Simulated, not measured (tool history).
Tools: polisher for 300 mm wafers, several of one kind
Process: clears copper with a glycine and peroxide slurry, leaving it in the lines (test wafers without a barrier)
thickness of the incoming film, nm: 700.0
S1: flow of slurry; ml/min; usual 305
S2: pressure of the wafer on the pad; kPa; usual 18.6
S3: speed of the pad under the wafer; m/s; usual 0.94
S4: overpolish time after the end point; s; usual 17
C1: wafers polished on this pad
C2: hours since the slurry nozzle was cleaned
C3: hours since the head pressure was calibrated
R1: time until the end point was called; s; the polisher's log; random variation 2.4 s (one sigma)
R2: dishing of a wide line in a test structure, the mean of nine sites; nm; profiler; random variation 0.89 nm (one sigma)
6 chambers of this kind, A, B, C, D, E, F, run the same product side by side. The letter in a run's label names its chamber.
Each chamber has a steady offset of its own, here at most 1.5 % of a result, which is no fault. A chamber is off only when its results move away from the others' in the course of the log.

run	day	S1	S2	S3	S4	C1	C2	C3	R1	R2
# day 0.042: chamber B: head pressure recalibrated
# day 0.246: chamber F: slurry nozzle cleaned
1C	0.358	305	18.6	0.94	17	177	220.1	331.9	146.38	52.071
2D	0.700	305	18.6	0.94	17	977	549.3	380.0	150.20	52.310
# day 1.033: chamber F: worn pad replaced by a new one
3B	1.192	305	18.6	0.94	17	1256	394.2	27.7	150.17	51.089
# day 1.375: chamber D: worn pad replaced by a new one
# day 1.462: chamber B: worn pad replaced by a new one
4A	1.508	305	18.6	0.94	17	881	270.8	407.8	148.06	50.436
# day 1.812: chamber E: worn pad replaced by a new one
5F	1.871	305	18.6	0.94	17	193	39.1	430.8	149.11	51.741
6E	2.279	305	18.6	0.94	17	108	119.5	897.1	148.89	51.975
# day 2.467: chamber A: worn pad replaced by a new one
7D	2.796	305	18.6	0.94	17	329	599.6	430.3	151.99	52.788
8E	3.367	305	18.6	0.94	17	359	145.6	923.2	153.32	50.816
# day 3.512: chamber D: slurry nozzle cleaned
9F	4.025	305	18.6	0.94	17	692	90.8	482.5	151.47	50.976
10A	4.500	305	18.6	0.94	17	471	342.6	479.6	148.02	49.850
11C	4.825	305	18.6	0.94	17	1210	327.3	439.1	147.04	51.161
# day 4.975: chamber F: worn pad replaced by a new one
# day 5.150: chamber C: worn pad replaced by a new one
12B	5.408	305	18.6	0.94	17	913	495.4	128.9	148.60	51.312
13C	5.962	370	15.2	0.94	17	188	354.6	466.4	176.58	47.094
# day 6.033: chamber D: worn pad replaced by a new one
# day 6.083: chamber B: slurry nozzle cleaned
14B	6.542	370	15.2	0.94	17	1175	11.0	156.1	175.01	46.600
15E	6.862	370	15.2	0.94	17	1168	229.5	1007.1	169.82	45.509
# day 6.871: chamber B: worn pad replaced by a new one
16D	7.404	370	15.2	0.94	17	317	93.5	540.9	175.35	47.484
# day 7.579: chamber A: worn pad replaced by a new one
17A	7.829	370	15.2	0.94	17	58	422.5	559.5	173.12	44.584
# day 8.133: chamber E: worn pad replaced by a new one
# day 8.388: chamber D: head pressure recalibrated
18F	8.446	370	15.2	0.94	17	803	196.9	588.6	175.98	45.619
19D	8.975	305	18.6	0.94	17	680	131.2	14.2	152.75	51.012
# day 8.988: chamber F: worn pad replaced by a new one
20A	9.446	305	18.6	0.94	17	432	461.3	598.3	151.20	51.859
21B	9.975	305	18.6	0.94	17	718	93.4	238.5	147.58	52.055
22C	10.479	305	18.6	0.94	17	1232	463.0	574.8	146.45	51.107
# day 10.621: chamber C: worn pad replaced by a new one
23F	10.792	305	18.6	0.94	17	418	253.2	644.9	154.36	51.407
# day 10.950: chamber D: worn pad replaced by a new one
24E	11.296	305	18.6	0.94	17	732	335.9	1113.5	146.41	51.283
# day 11.896: chamber B: worn pad replaced by a new one
25B	11.912	305	18.6	0.94	17	4	139.9	285.0	150.59	52.035
# day 12.362: chamber F: worn pad replaced by a new one
26D	12.412	305	18.6	0.94	17	338	213.7	96.7	148.43	52.442
27F	12.908	305	18.6	0.94	17	126	304.0	695.7	145.26	51.850
28A	13.467	305	18.6	0.94	17	1362	557.8	694.8	146.42	51.149
# day 13.492: chamber A: slurry nozzle cleaned
# day 13.533: chamber A: worn pad replaced by a new one
29C	13.762	305	18.6	0.94	17	727	541.8	653.6	147.88	50.629
# day 13.992: chamber E: worn pad replaced by a new one
30E	14.088	305	18.6	0.94	17	22	402.9	1180.5	149.65	51.611
# day 14.429: chamber F: slurry nozzle cleaned
31A	14.671	305	18.6	0.94	17	263	28.4	723.7	148.16	51.115
32F	15.333	305	18.6	0.94	17	687	21.7	753.9	147.13	52.481
33C	15.717	305	13.1	1.06	17	1179	588.7	700.5	178.23	43.949
34B	16.038	305	13.1	1.06	17	958	238.9	384.0	175.03	43.660
# day 16.133: chamber D: worn pad replaced by a new one
35E	16.438	305	13.1	1.06	17	566	459.3	1236.9	176.36	43.740
36D	16.867	305	13.1	1.06	17	169	320.6	203.6	181.90	44.697
37D	17.200	305	13.1	1.06	17	246	328.6	211.6	182.03	43.970
# day 17.562: chamber B: worn pad replaced by a new one
38B	17.850	305	13.1	1.06	17	67	282.4	427.5	182.23	44.116

Next, every chamber runs the same settings. What will each give?
39A	18.338	305	18.6	0.94	12				?	?
39B	18.338	305	18.6	0.94	12				?	?
39C	18.338	305	18.6	0.94	12				?	?
39D	18.338	305	18.6	0.94	12				?	?
39E	18.338	305	18.6	0.94	12				?	?
39F	18.338	305	18.6	0.94	12				?	?

run	R1	R2
39A	149.02	38.845
39B	146.32	38.284
39C	149.66	39.968
39D	151.97	39.199
39E	150.95	38.925
39F	146.69	39.665

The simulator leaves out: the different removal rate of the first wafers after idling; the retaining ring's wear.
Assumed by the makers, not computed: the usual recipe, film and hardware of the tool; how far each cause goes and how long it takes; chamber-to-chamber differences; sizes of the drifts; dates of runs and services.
